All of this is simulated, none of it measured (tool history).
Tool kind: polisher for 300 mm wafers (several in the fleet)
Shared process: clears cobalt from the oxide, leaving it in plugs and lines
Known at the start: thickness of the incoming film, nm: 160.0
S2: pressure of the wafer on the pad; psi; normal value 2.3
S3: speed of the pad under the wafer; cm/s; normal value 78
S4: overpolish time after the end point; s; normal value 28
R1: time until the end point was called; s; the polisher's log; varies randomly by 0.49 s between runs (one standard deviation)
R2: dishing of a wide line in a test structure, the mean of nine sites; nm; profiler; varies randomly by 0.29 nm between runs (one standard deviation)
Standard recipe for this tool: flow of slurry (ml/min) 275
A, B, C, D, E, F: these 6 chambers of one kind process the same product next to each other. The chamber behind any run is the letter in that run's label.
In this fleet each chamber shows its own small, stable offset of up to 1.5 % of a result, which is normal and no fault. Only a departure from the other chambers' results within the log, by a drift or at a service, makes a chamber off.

Run 1C, hour 4.2: usual settings. Result: R1 43.961 s, R2 29.673 nm.
At hour 6.1: chamber B: worn pad replaced by a new one.
Run 2D, hour 7.9: usual settings. Result: R1 42.963 s, R2 28.816 nm.
Run 3A, hour 10.1: usual settings. Result: R1 44.068 s, R2 29.415 nm.
Run 4B, hour 13.3: usual settings. Result: R1 43.698 s, R2 29.218 nm.
Run 5F, hour 15.4: usual settings. Result: R1 42.743 s, R2 28.489 nm.
Run 6E, hour 17.7: usual settings. Result: R1 44.199 s, R2 28.792 nm.
Run 7F, hour 20.9: usual settings. Result: R1 43.218 s, R2 29.112 nm.
Run 8D, hour 24.1: usual settings. Result: R1 43.766 s, R2 29.096 nm.
Run 9E, hour 26.3: usual settings. Result: R1 44.942 s, R2 28.764 nm.
At hour 29.8: chamber A: worn pad replaced by a new one.
Run 10A, hour 30.0: usual settings. Result: R1 43.419 s, R2 29.570 nm.
Run 11C, hour 32.0: usual settings but S4 35 s. Result: R1 43.623 s, R2 29.961 nm.
Run 12B, hour 35.4: usual settings but S4 35 s. Result: R1 43.584 s, R2 29.991 nm.
Run 13A, hour 38.0: usual settings but S4 35 s. Result: R1 43.903 s, R2 30.277 nm.
At hour 38.9: chamber B: head pressure recalibrated.
At hour 40.2: chamber D: slurry nozzle cleaned.
Run 14E, hour 41.4: usual settings but S4 35 s. Result: R1 45.096 s, R2 29.328 nm.
Run 15B, hour 45.1: usual settings but S4 35 s. Result: R1 43.945 s, R2 29.645 nm.
Run 16F, hour 47.3: usual settings but S4 35 s. Result: R1 42.501 s, R2 29.941 nm.
At hour 47.5: chamber E: worn pad replaced by a new one.
Run 17D, hour 51.1: usual settings. Result: R1 42.486 s, R2 28.838 nm.
Run 18C, hour 54.2: usual settings. Result: R1 43.943 s, R2 29.711 nm.
At hour 56.5: chamber D: worn pad replaced by a new one.
Run 19C, hour 57.7: usual settings. Result: R1 43.851 s, R2 29.108 nm.
At hour 58.5: chamber C: head pressure recalibrated.
Run 20F, hour 61.0: usual settings. Result: R1 43.823 s, R2 29.157 nm.
At hour 62.0: chamber F: worn pad replaced by a new one.
Run 21E, hour 64.3: usual settings but flow of slurry (ml/min) 330, S2 1.8 psi. Result: R1 56.969 s, R2 27.835 nm.
Run 22B, hour 66.5: usual settings but flow of slurry (ml/min) 330, S2 1.8 psi. Result: R1 53.986 s, R2 28.322 nm.
At hour 69.4: chamber C: worn pad replaced by a new one.
Run 23D, hour 70.6: usual settings but flow of slurry (ml/min) 330, S2 1.8 psi. Result: R1 54.121 s, R2 28.672 nm.
Run 24A, hour 73.7: usual settings but flow of slurry (ml/min) 330, S2 1.8 psi. Result: R1 54.464 s, R2 28.177 nm.
Run 25C, hour 77.1: usual settings but flow of slurry (ml/min) 330, S2 1.8 psi. Result: R1 55.104 s, R2 28.551 nm.
Run 26B, hour 79.5: usual settings but flow of slurry (ml/min) 330, S2 1.8 psi. Result: R1 54.341 s, R2 27.674 nm.
Run 27F, hour 82.6: usual settings. Result: R1 42.994 s, R2 29.388 nm.
Run 28E, hour 85.9: usual settings. Result: R1 45.474 s, R2 28.869 nm.
Run 29A, hour 89.7: usual settings. Result: R1 43.414 s, R2 29.009 nm.
Run 30D, hour 92.1: usual settings but flow of slurry (ml/min) 320, S2 1.7 psi. Result: R1 56.935 s, R2 28.218 nm.
Run 31E, hour 93.9: usual settings but flow of slurry (ml/min) 320, S2 1.7 psi. Result: R1 63.085 s, R2 27.835 nm.
Run 32F, hour 97.3: usual settings but flow of slurry (ml/min) 320, S2 1.7 psi. Result: R1 58.986 s, R2 27.991 nm.
Run 33A, hour 100.9: usual settings but flow of slurry (ml/min) 320, S2 1.7 psi. Result: R1 58.570 s, R2 28.087 nm.
Run 34D, hour 103.5: usual settings but flow of slurry (ml/min) 320, S2 1.7 psi. Result: R1 56.955 s, R2 27.557 nm.
Run 35C, hour 106.1: usual settings but flow of slurry (ml/min) 320, S2 1.7 psi. Result: R1 57.866 s, R2 27.855 nm.
Run 36B, hour 108.4: usual settings. Result: R1 43.486 s, R2 28.575 nm.
Run 37D, hour 112.1: usual settings. Result: R1 43.261 s, R2 28.887 nm.
Run 38B, hour 116.2: usual settings. Result: R1 44.059 s, R2 28.893 nm.
Run 39C, hour 119.9: usual settings but S3 98 cm/s. Result: R1 35.147 s, R2 29.855 nm.
Run 40A, hour 122.2: usual settings but S3 98 cm/s. Result: R1 34.675 s, R2 30.363 nm.

Decide between three cases: one chamber stands off from its peers, the gauge reading all wafers drifts, or nothing is wrong past each chamber's small offset. Where a chamber is off, say which and what most likely put it there.

One chamber, E, drifts off from the rest bit by bit.
Likeliest cause: head's pressure below its setpoint, % = 8.51.

Below are 4 candidate recipes for chamber E's next run, each the usual settings with a change, their results shown as question marks. Which of them brings E's results back in line with what the other chambers give on the usual settings?
In line means no further than this from the other chambers' mean on the usual settings: R1 1.700 s; R2 1.000 nm
Run 41E-1, hour 125.3: usual settings but S2 2.2 psi, S3 74 cm/s, S4 27 s. Result: R1 ?, R2 ?.
Run 41E-2, hour 125.3: usual settings but S3 76 cm/s. Result: R1 ?, R2 ?.
Run 41E-3, hour 125.3: usual settings but S3 80 cm/s. Result: R1 ?, R2 ?.
Run 41E-4, hour 125.3: usual settings but S2 2.4 psi, S3 82 cm/s, S4 29 s. Result: R1 ?, R2 ?.

On the usual settings, the other chambers give on average: R1 43.588 s; R2 29.141 nm
  run      R1      R2
41E-1  53.091  28.061
41E-2  49.428  28.562
41E-3  46.942  28.756
41E-4  43.874  29.090
The right change is 41E-4: it brings the chamber back within the allowed miss of the others.

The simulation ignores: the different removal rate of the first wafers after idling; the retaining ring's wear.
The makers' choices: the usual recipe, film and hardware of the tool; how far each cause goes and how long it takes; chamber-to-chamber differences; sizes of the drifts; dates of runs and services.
